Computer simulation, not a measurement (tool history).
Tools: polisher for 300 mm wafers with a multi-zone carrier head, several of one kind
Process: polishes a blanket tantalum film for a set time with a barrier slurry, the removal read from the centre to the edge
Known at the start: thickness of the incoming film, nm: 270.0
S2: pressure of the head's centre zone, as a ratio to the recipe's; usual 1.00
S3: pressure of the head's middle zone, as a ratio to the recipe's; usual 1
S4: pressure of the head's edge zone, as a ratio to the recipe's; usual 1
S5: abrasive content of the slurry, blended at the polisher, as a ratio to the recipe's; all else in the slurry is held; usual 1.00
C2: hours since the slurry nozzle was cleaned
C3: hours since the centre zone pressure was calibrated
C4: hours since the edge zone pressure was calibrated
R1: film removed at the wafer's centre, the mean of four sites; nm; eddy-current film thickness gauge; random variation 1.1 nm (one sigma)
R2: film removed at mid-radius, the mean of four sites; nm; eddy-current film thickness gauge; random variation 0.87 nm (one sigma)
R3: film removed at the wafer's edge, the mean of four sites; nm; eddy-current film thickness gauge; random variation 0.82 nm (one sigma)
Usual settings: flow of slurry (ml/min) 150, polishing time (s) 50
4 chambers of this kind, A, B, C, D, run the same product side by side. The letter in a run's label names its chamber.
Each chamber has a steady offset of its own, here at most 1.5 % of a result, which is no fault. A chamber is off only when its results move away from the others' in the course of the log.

{"run": "1D", "hour": 3.5, "flow of slurry (ml/min)": 150, "S2": 1.0, "S3": 1, "S4": 1, "S5": 1.0, "polishing time (s)": 50, "wafers polished on this pad": 448, "C2": 253.9, "C3": 650.1, "C4": 56.0, "R1": 89.213, "R2": 89.447, "R3": 88.129}
{"run": "2C", "hour": 6.1, "flow of slurry (ml/min)": 150, "S2": 1.0, "S3": 1, "S4": 1, "S5": 1.0, "polishing time (s)": 50, "wafers polished on this pad": 333, "C2": 92.7, "C3": 238.0, "C4": 1058.7, "R1": 87.861, "R2": 88.741, "R3": 87.611}
{"run": "3A", "hour": 9.1, "flow of slurry (ml/min)": 150, "S2": 1.0, "S3": 1, "S4": 1, "S5": 1.0, "polishing time (s)": 50, "wafers polished on this pad": 257, "C2": 263.5, "C3": 813.1, "C4": 733.3, "R1": 86.232, "R2": 86.823, "R3": 84.91}
{"hour": 10.3, "done": "chamber B: worn pad replaced by a new one"}
{"run": "4B", "hour": 12.9, "flow of slurry (ml/min)": 150, "S2": 1.0, "S3": 1, "S4": 1, "S5": 1.0, "polishing time (s)": 50, "wafers polished on this pad": 19, "C2": 47.3, "C3": 834.3, "C4": 79.4, "R1": 86.836, "R2": 87.831, "R3": 87.375}
{"run": "5D", "hour": 15.9, "flow of slurry (ml/min)": 150, "S2": 1.0, "S3": 1, "S4": 1, "S5": 1.0, "polishing time (s)": 63, "wafers polished on this pad": 539, "C2": 266.3, "C3": 662.5, "C4": 68.4, "R1": 110.7, "R2": 110.66, "R3": 110.03}
{"run": "6A", "hour": 18.3, "flow of slurry (ml/min)": 150, "S2": 1.0, "S3": 1, "S4": 1, "S5": 1.0, "polishing time (s)": 63, "wafers polished on this pad": 325, "C2": 272.7, "C3": 822.3, "C4": 742.5, "R1": 111.36, "R2": 108.84, "R3": 108.97}
{"run": "7B", "hour": 21.5, "flow of slurry (ml/min)": 150, "S2": 1.0, "S3": 1, "S4": 1, "S5": 1.0, "polishing time (s)": 63, "wafers polished on this pad": 82, "C2": 55.9, "C3": 842.9, "C4": 88.0, "R1": 108.69, "R2": 111.81, "R3": 110.25}
{"run": "8C", "hour": 26.0, "flow of slurry (ml/min)": 150, "S2": 1.0, "S3": 1, "S4": 1, "S5": 1.0, "polishing time (s)": 63, "wafers polished on this pad": 480, "C2": 112.6, "C3": 257.9, "C4": 1078.6, "R1": 111.04, "R2": 112.74, "R3": 110.65}
{"run": "9C", "hour": 28.9, "flow of slurry (ml/min)": 150, "S2": 1.0, "S3": 1, "S4": 1, "S5": 1.0, "polishing time (s)": 50, "wafers polished on this pad": 501, "C2": 115.5, "C3": 260.8, "C4": 1081.5, "R1": 87.491, "R2": 89.97, "R3": 87.514}
{"run": "10D", "hour": 31.4, "flow of slurry (ml/min)": 150, "S2": 1.0, "S3": 1, "S4": 1, "S5": 1.0, "polishing time (s)": 50, "wafers polished on this pad": 653, "C2": 281.8, "C3": 678.0, "C4": 83.9, "R1": 87.511, "R2": 87.699, "R3": 87.669}
{"run": "11A", "hour": 34.6, "flow of slurry (ml/min)": 150, "S2": 1.0, "S3": 1, "S4": 1, "S5": 1.0, "polishing time (s)": 50, "wafers polished on this pad": 445, "C2": 289.0, "C3": 838.6, "C4": 758.8, "R1": 86.525, "R2": 86.651, "R3": 88.09}
{"run": "12B", "hour": 38.6, "flow of slurry (ml/min)": 150, "S2": 1.0, "S3": 1, "S4": 1, "S5": 1.0, "polishing time (s)": 50, "wafers polished on this pad": 208, "C2": 73.0, "C3": 860.0, "C4": 105.1, "R1": 89.262, "R2": 88.21, "R3": 87.866}
{"hour": 40.9, "done": "chamber C: edge zone pressure recalibrated"}
{"run": "13A", "hour": 42.2, "flow of slurry (ml/min)": 150, "S2": 1.0, "S3": 1, "S4": 1, "S5": 1.0, "polishing time (s)": 50, "wafers polished on this pad": 501, "C2": 296.6, "C3": 846.2, "C4": 766.4, "R1": 88.581, "R2": 86.949, "R3": 86.25}
{"hour": 45.4, "done": "chamber D: worn pad replaced by a new one"}
{"run": "14C", "hour": 45.5, "flow of slurry (ml/min)": 150, "S2": 1.0, "S3": 1, "S4": 1, "S5": 1.0, "polishing time (s)": 50, "wafers polished on this pad": 623, "C2": 132.1, "C3": 277.4, "C4": 4.7, "R1": 87.586, "R2": 89.32, "R3": 86.792}
{"run": "15B", "hour": 49.6, "flow of slurry (ml/min)": 150, "S2": 1.09, "S3": 1, "S4": 1, "S5": 1.0, "polishing time (s)": 57, "wafers polished on this pad": 289, "C2": 84.0, "C3": 871.0, "C4": 116.1, "R1": 114.73, "R2": 100.87, "R3": 99.174}
{"run": "16D", "hour": 53.7, "flow of slurry (ml/min)": 150, "S2": 1.09, "S3": 1, "S4": 1, "S5": 1.0, "polishing time (s)": 57, "wafers polished on this pad": 61, "C2": 304.1, "C3": 700.3, "C4": 106.2, "R1": 112.14, "R2": 100.75, "R3": 99.09}
{"run": "17A", "hour": 58.3, "flow of slurry (ml/min)": 150, "S2": 1.09, "S3": 1, "S4": 1, "S5": 1.0, "polishing time (s)": 57, "wafers polished on this pad": 620, "C2": 312.7, "C3": 862.3, "C4": 782.5, "R1": 107.91, "R2": 99.358, "R3": 100.52}
{"run": "18C", "hour": 60.3, "flow of slurry (ml/min)": 150, "S2": 1.09, "S3": 1, "S4": 1, "S5": 1.0, "polishing time (s)": 57, "wafers polished on this pad": 732, "C2": 146.9, "C3": 292.2, "C4": 19.5, "R1": 110.18, "R2": 100.37, "R3": 101.69}
{"hour": 61.1, "done": "chamber A: edge zone pressure recalibrated"}
{"run": "19D", "hour": 63.6, "flow of slurry (ml/min)": 150, "S2": 1.0, "S3": 1, "S4": 1, "S5": 1.0, "polishing time (s)": 50, "wafers polished on this pad": 134, "C2": 314.0, "C3": 710.2, "C4": 116.1, "R1": 88.782, "R2": 87.102, "R3": 87.285}
{"run": "20B", "hour": 65.9, "flow of slurry (ml/min)": 195, "S2": 1.0, "S3": 1, "S4": 1, "S5": 0.85, "polishing time (s)": 50, "wafers polished on this pad": 410, "C2": 100.3, "C3": 887.3, "C4": 132.4, "R1": 94.532, "R2": 86.358, "R3": 86.518}
{"hour": 69.0, "done": "chamber A: worn pad replaced by a new one"}
{"run": "21C", "hour": 69.3, "flow of slurry (ml/min)": 195, "S2": 1.0, "S3": 1, "S4": 1, "S5": 0.85, "polishing time (s)": 50, "wafers polished on this pad": 799, "C2": 155.9, "C3": 301.2, "C4": 28.5, "R1": 84.807, "R2": 88.88, "R3": 86.535}
{"run": "22A", "hour": 73.9, "flow of slurry (ml/min)": 195, "S2": 1.0, "S3": 1, "S4": 1, "S5": 0.85, "polishing time (s)": 50, "wafers polished on this pad": 36, "C2": 328.3, "C3": 877.9, "C4": 12.8, "R1": 87.799, "R2": 86.346, "R3": 86.171}
{"run": "23D", "hour": 77.2, "flow of slurry (ml/min)": 195, "S2": 1.0, "S3": 1, "S4": 1, "S5": 0.85, "polishing time (s)": 50, "wafers polished on this pad": 234, "C2": 327.6, "C3": 723.8, "C4": 129.7, "R1": 87.666, "R2": 86.751, "R3": 85.991}
{"run": "24B", "hour": 80.2, "flow of slurry (ml/min)": 150, "S2": 1.0, "S3": 1, "S4": 1, "S5": 1.0, "polishing time (s)": 50, "wafers polished on this pad": 515, "C2": 114.6, "C3": 901.6, "C4": 146.7, "R1": 95.654, "R2": 88.184, "R3": 87.515}
{"run": "25C", "hour": 84.6, "flow of slurry (ml/min)": 150, "S2": 1.0, "S3": 1, "S4": 1, "S5": 1.15, "polishing time (s)": 50, "wafers polished on this pad": 912, "C2": 171.2, "C3": 316.5, "C4": 43.8, "R1": 92.252, "R2": 93.624, "R3": 90.84}

Next, every chamber runs the same settings. What will each give?
{"run": "26A", "hour": 87.9, "flow of slurry (ml/min)": 105, "S2": 1.0, "S3": 1, "S4": 1, "S5": 1.0, "polishing time (s)": 50, "R1": "?", "R2": "?", "R3": "?"}
{"run": "26B", "hour": 87.9, "flow of slurry (ml/min)": 105, "S2": 1.0, "S3": 1, "S4": 1, "S5": 1.0, "polishing time (s)": 50, "R1": "?", "R2": "?", "R3": "?"}
{"run": "26C", "hour": 87.9, "flow of slurry (ml/min)": 105, "S2": 1.0, "S3": 1, "S4": 1, "S5": 1.0, "polishing time (s)": 50, "R1": "?", "R2": "?", "R3": "?"}
{"run": "26D", "hour": 87.9, "flow of slurry (ml/min)": 105, "S2": 1.0, "S3": 1, "S4": 1, "S5": 1.0, "polishing time (s)": 50, "R1": "?", "R2": "?", "R3": "?"}

run=26A R1=79.702 R2=79.574 R3=80.678
run=26B R1=89.337 R2=81.423 R3=83.579
run=26C R1=78.732 R2=80.183 R3=82.160
run=26D R1=80.361 R2=79.911 R3=83.355

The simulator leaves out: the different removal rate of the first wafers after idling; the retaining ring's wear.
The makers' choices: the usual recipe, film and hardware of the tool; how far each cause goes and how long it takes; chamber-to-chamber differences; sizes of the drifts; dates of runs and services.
